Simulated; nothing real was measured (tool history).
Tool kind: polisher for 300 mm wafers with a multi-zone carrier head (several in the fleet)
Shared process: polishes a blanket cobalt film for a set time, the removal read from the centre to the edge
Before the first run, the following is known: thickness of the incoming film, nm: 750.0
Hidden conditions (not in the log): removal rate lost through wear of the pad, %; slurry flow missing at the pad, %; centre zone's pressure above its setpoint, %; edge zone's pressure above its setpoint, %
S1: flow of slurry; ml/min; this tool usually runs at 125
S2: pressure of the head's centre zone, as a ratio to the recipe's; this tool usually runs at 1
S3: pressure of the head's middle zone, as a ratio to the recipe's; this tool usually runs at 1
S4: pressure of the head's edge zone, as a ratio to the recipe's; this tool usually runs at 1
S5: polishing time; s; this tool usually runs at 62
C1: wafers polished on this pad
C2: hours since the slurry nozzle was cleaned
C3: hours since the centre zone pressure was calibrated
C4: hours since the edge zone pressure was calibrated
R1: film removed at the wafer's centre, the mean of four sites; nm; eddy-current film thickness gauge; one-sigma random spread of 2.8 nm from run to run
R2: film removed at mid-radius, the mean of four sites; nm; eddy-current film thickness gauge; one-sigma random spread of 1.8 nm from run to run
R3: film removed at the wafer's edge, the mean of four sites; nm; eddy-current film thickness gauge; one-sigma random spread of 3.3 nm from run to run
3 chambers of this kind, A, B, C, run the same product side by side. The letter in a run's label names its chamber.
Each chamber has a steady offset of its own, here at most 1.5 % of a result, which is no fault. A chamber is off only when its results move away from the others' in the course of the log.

run 1A hour=8.2 | S1=125 S2=1 S3=1 S4=1 S5=62 | C1=435 C2=181.5 C3=306.1 C4=925 | R1=242.98 R2=244.65 R3=249.73
run 2B hour=17.6 | S1=125 S2=1 S3=1 S4=1 S5=62 | C1=1243 C2=115.8 C3=1060.1 C4=151.5 | R1=237.13 R2=239.43 R3=237.84
run 3C hour=25.4 | S1=125 S2=1 S3=1 S4=1 S5=62 | C1=471 C2=210.5 C3=352.9 C4=395.1 | R1=243.79 R2=244.95 R3=244.56
run 4A hour=30.2 | S1=125 S2=1 S3=1 S4=1 S5=62 | C1=763 C2=203.5 C3=328.1 C4=947 | R1=242.62 R2=247.76 R3=239.53
-- hour=31.3 chamber B: worn pad replaced by a new one
-- hour=34.4 chamber B: centre zone pressure recalibrated
run 5C hour=40.1 | S1=125 S2=1 S3=1 S4=1 S5=62 | C1=690 C2=225.2 C3=367.6 C4=409.8 | R1=245.25 R2=245.8 R3=242.57
-- hour=40.9 chamber C: worn pad replaced by a new one
run 6B hour=47.7 | S1=125 S2=1.08 S3=1 S4=1.11 S5=62 | C1=245 C2=145.9 C3=13.3 C4=181.6 | R1=262.3 R2=242.66 R3=260.42
-- hour=50.4 chamber A: worn pad replaced by a new one
run 7A hour=57.8 | S1=125 S2=1.08 S3=1 S4=1.11 S5=62 | C1=111 C2=231.1 C3=355.7 C4=974.6 | R1=263.25 R2=243.76 R3=257.54
run 8B hour=65.4 | S1=125 S2=1.08 S3=1 S4=1.11 S5=62 | C1=509 C2=163.6 C3=31 C4=199.3 | R1=266.59 R2=241.72 R3=258.71
run 9C hour=75.4 | S1=125 S2=1 S3=1 S4=1 S5=62 | C1=515 C2=260.5 C3=402.9 C4=445.1 | R1=246.36 R2=243.75 R3=243
run 10A hour=80.5 | S1=125 S2=0.95 S3=1 S4=1 S5=62 | C1=449 C2=253.8 C3=378.4 C4=997.3 | R1=232.22 R2=248.69 R3=245.82
run 11B hour=89.2 | S1=125 S2=0.95 S3=1 S4=1 S5=62 | C1=863 C2=187.4 C3=54.8 C4=223.1 | R1=229.67 R2=244.65 R3=246.59
-- hour=96.6 chamber C: worn pad replaced by a new one
run 12C hour=98.8 | S1=125 S2=0.95 S3=1 S4=1 S5=62 | C1=32 C2=283.9 C3=426.3 C4=468.5 | R1=230.57 R2=245.4 R3=243.53
run 13B hour=109.1 | S1=125 S2=1 S3=1 S4=1 S5=62 | C1=1159 C2=207.3 C3=74.7 C4=243 | R1=239.24 R2=244.93 R3=243.76
-- hour=112 chamber C: slurry nozzle cleaned
run 14C hour=119.7 | S1=125 S2=1 S3=1 S4=1 S5=62 | C1=344 C2=7.8 C3=447.2 C4=489.4 | R1=251.85 R2=247.31 R3=237.64
-- hour=125.7 chamber A: worn pad replaced by a new one
run 15A hour=125.9 | S1=125 S2=1 S3=1 S4=1.06 S5=62 | C1=4 C2=299.2 C3=423.8 C4=1042.7 | R1=241.99 R2=244.43 R3=258.01
-- hour=131.6 chamber B: slurry nozzle cleaned
run 16A hour=132 | S1=125 S2=1 S3=1 S4=1.06 S5=62 | C1=95 C2=305.3 C3=429.9 C4=1048.8 | R1=239.14 R2=248.84 R3=249.47
run 17B hour=137 | S1=125 S2=1 S3=1 S4=1.06 S5=62 | C1=1575 C2=5.5 C3=102.6 C4=270.9 | R1=244.01 R2=246.99 R3=256.83
-- hour=137.7 chamber B: worn pad replaced by a new one
run 18C hour=142.1 | S1=125 S2=1 S3=1 S4=1 S5=62 | C1=677 C2=30.2 C3=469.6 C4=511.8 | R1=251.56 R2=245.99 R3=241.35
-- hour=143 chamber C: worn pad replaced by a new one
run 19A hour=148.2 | S1=90 S2=1 S3=1 S4=1 S5=70 | C1=336 C2=321.5 C3=446.1 C4=1065 | R1=247.63 R2=255.28 R3=260.41
run 20B hour=154.6 | S1=90 S2=1 S3=1 S4=1 S5=70 | C1=252 C2=23.1 C3=120.2 C4=288.5 | R1=249.68 R2=251.95 R3=260.67
run 21C hour=165.2 | S1=90 S2=1 S3=1 S4=1 S5=70 | C1=331 C2=53.3 C3=492.7 C4=534.9 | R1=251.6 R2=254.8 R3=255.99

All 3 chambers run these settings next. Forecast each chamber's results:
run 22A hour=173 | S1=125 S2=1.09 S3=1 S4=1 S5=62 | R1=? R2=? R3=?
run 22B hour=173 | S1=125 S2=1.09 S3=1 S4=1 S5=62 | R1=? R2=? R3=?
run 22C hour=173 | S1=125 S2=1.09 S3=1 S4=1 S5=62 | R1=? R2=? R3=?

run=22A R1=260.91 R2=242.45 R3=245.77
run=22B R1=268.04 R2=245.97 R3=242.38
run=22C R1=272.76 R2=244.63 R3=242.14
